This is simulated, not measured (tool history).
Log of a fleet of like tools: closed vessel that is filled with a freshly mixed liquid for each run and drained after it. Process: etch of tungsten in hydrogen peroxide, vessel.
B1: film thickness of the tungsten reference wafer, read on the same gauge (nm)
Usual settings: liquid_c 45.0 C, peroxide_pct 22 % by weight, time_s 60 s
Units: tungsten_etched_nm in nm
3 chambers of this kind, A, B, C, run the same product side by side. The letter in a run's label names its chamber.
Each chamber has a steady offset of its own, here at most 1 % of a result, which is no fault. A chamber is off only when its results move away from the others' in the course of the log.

run 1C day=0.254 | liquid_c=45.0 peroxide_pct=22 time_s=60 | B1=129.98 | tungsten_etched_nm=87.276
run 2B day=0.500 | liquid_c=45.0 peroxide_pct=22 time_s=60 | B1=130.01 | tungsten_etched_nm=87.760
run 3A day=0.862 | liquid_c=45.0 peroxide_pct=22 time_s=60 | B1=130.02 | tungsten_etched_nm=86.325
run 4B day=1.196 | liquid_c=45.0 peroxide_pct=22 time_s=60 | B1=130.05 | tungsten_etched_nm=87.394
-- day=1.400 chamber B: peroxide flow meter replaced
run 5A day=1.467 | liquid_c=45.0 peroxide_pct=22 time_s=60 | B1=129.99 | tungsten_etched_nm=86.465
run 6C day=1.792 | liquid_c=53.5 peroxide_pct=22 time_s=60 | B1=129.98 | tungsten_etched_nm=145.000
run 7C day=2.050 | liquid_c=53.5 peroxide_pct=22 time_s=60 | B1=130.01 | tungsten_etched_nm=146.390
run 8A day=2.467 | liquid_c=53.5 peroxide_pct=22 time_s=60 | B1=130.02 | tungsten_etched_nm=144.430
run 9B day=2.938 | liquid_c=45.0 peroxide_pct=22 time_s=60 | B1=129.99 | tungsten_etched_nm=87.753
run 10B day=3.283 | liquid_c=45.0 peroxide_pct=18 time_s=60 | B1=129.97 | tungsten_etched_nm=78.759
run 11A day=3.758 | liquid_c=45.0 peroxide_pct=18 time_s=60 | B1=130.02 | tungsten_etched_nm=77.129
run 12C day=4.038 | liquid_c=45.0 peroxide_pct=18 time_s=60 | B1=130.02 | tungsten_etched_nm=79.100
run 13C day=4.442 | liquid_c=45.0 peroxide_pct=22 time_s=60 | B1=129.98 | tungsten_etched_nm=85.305
run 14B day=4.846 | liquid_c=45.0 peroxide_pct=22 time_s=60 | B1=130.01 | tungsten_etched_nm=87.273
run 15A day=5.167 | liquid_c=45.0 peroxide_pct=22 time_s=60 | B1=130.00 | tungsten_etched_nm=86.539
run 16C day=5.508 | liquid_c=45.0 peroxide_pct=22 time_s=60 | B1=130.02 | tungsten_etched_nm=87.161
run 17B day=5.775 | liquid_c=45.0 peroxide_pct=22 time_s=60 | B1=129.97 | tungsten_etched_nm=87.611
run 18A day=6.046 | liquid_c=45.0 peroxide_pct=22 time_s=60 | B1=130.03 | tungsten_etched_nm=86.156
run 19C day=6.421 | liquid_c=45.0 peroxide_pct=22 time_s=60 | B1=129.97 | tungsten_etched_nm=86.280
run 20A day=6.783 | liquid_c=45.0 peroxide_pct=19 time_s=35 | B1=129.97 | tungsten_etched_nm=46.100
run 21B day=7.121 | liquid_c=45.0 peroxide_pct=19 time_s=35 | B1=130.01 | tungsten_etched_nm=47.937
run 22B day=7.400 | liquid_c=45.0 peroxide_pct=19 time_s=35 | B1=130.00 | tungsten_etched_nm=47.587
run 23C day=7.825 | liquid_c=45.0 peroxide_pct=22 time_s=60 | B1=129.98 | tungsten_etched_nm=86.299
run 24A day=8.104 | liquid_c=45.0 peroxide_pct=22 time_s=60 | B1=129.98 | tungsten_etched_nm=86.815
run 25C day=8.546 | liquid_c=45.0 peroxide_pct=22 time_s=60 | B1=129.99 | tungsten_etched_nm=87.210
run 26A day=8.979 | liquid_c=45.0 peroxide_pct=22 time_s=60 | B1=129.98 | tungsten_etched_nm=86.452
run 27B day=9.367 | liquid_c=45.0 peroxide_pct=22 time_s=60 | B1=130.01 | tungsten_etched_nm=87.626
run 28A day=9.575 | liquid_c=45.0 peroxide_pct=22 time_s=60 | B1=130.02 | tungsten_etched_nm=86.151
run 29C day=9.921 | liquid_c=45.0 peroxide_pct=22 time_s=60 | B1=130.02 | tungsten_etched_nm=87.277
run 30B day=10.375 | liquid_c=45.0 peroxide_pct=22 time_s=75 | B1=130.01 | tungsten_etched_nm=109.400
run 31B day=10.754 | liquid_c=45.0 peroxide_pct=22 time_s=75 | B1=130.04 | tungsten_etched_nm=109.310
run 32A day=11.000 | liquid_c=45.0 peroxide_pct=22 time_s=75 | B1=129.98 | tungsten_etched_nm=108.660
run 33C day=11.454 | liquid_c=45.0 peroxide_pct=22 time_s=60 | B1=129.96 | tungsten_etched_nm=87.450
run 34C day=11.692 | liquid_c=38.5 peroxide_pct=22 time_s=80 | B1=129.98 | tungsten_etched_nm=77.316
run 35A day=11.912 | liquid_c=38.5 peroxide_pct=22 time_s=80 | B1=129.99 | tungsten_etched_nm=75.970
run 36B day=12.258 | liquid_c=38.5 peroxide_pct=22 time_s=80 | B1=129.99 | tungsten_etched_nm=76.618
run 37C day=12.708 | liquid_c=45.0 peroxide_pct=28 time_s=80 | B1=129.98 | tungsten_etched_nm=129.310
run 38A day=13.017 | liquid_c=45.0 peroxide_pct=28 time_s=80 | B1=129.98 | tungsten_etched_nm=128.670

Next, every chamber runs the same settings. What will each give?
run 39A day=13.362 | liquid_c=45.0 peroxide_pct=22 time_s=60 | tungsten_etched_nm=?
run 39B day=13.362 | liquid_c=45.0 peroxide_pct=22 time_s=60 | tungsten_etched_nm=?
run 39C day=13.362 | liquid_c=45.0 peroxide_pct=22 time_s=60 | tungsten_etched_nm=?

run=39A tungsten_etched_nm=85.278
run=39B tungsten_etched_nm=88.150
run=39C tungsten_etched_nm=86.638

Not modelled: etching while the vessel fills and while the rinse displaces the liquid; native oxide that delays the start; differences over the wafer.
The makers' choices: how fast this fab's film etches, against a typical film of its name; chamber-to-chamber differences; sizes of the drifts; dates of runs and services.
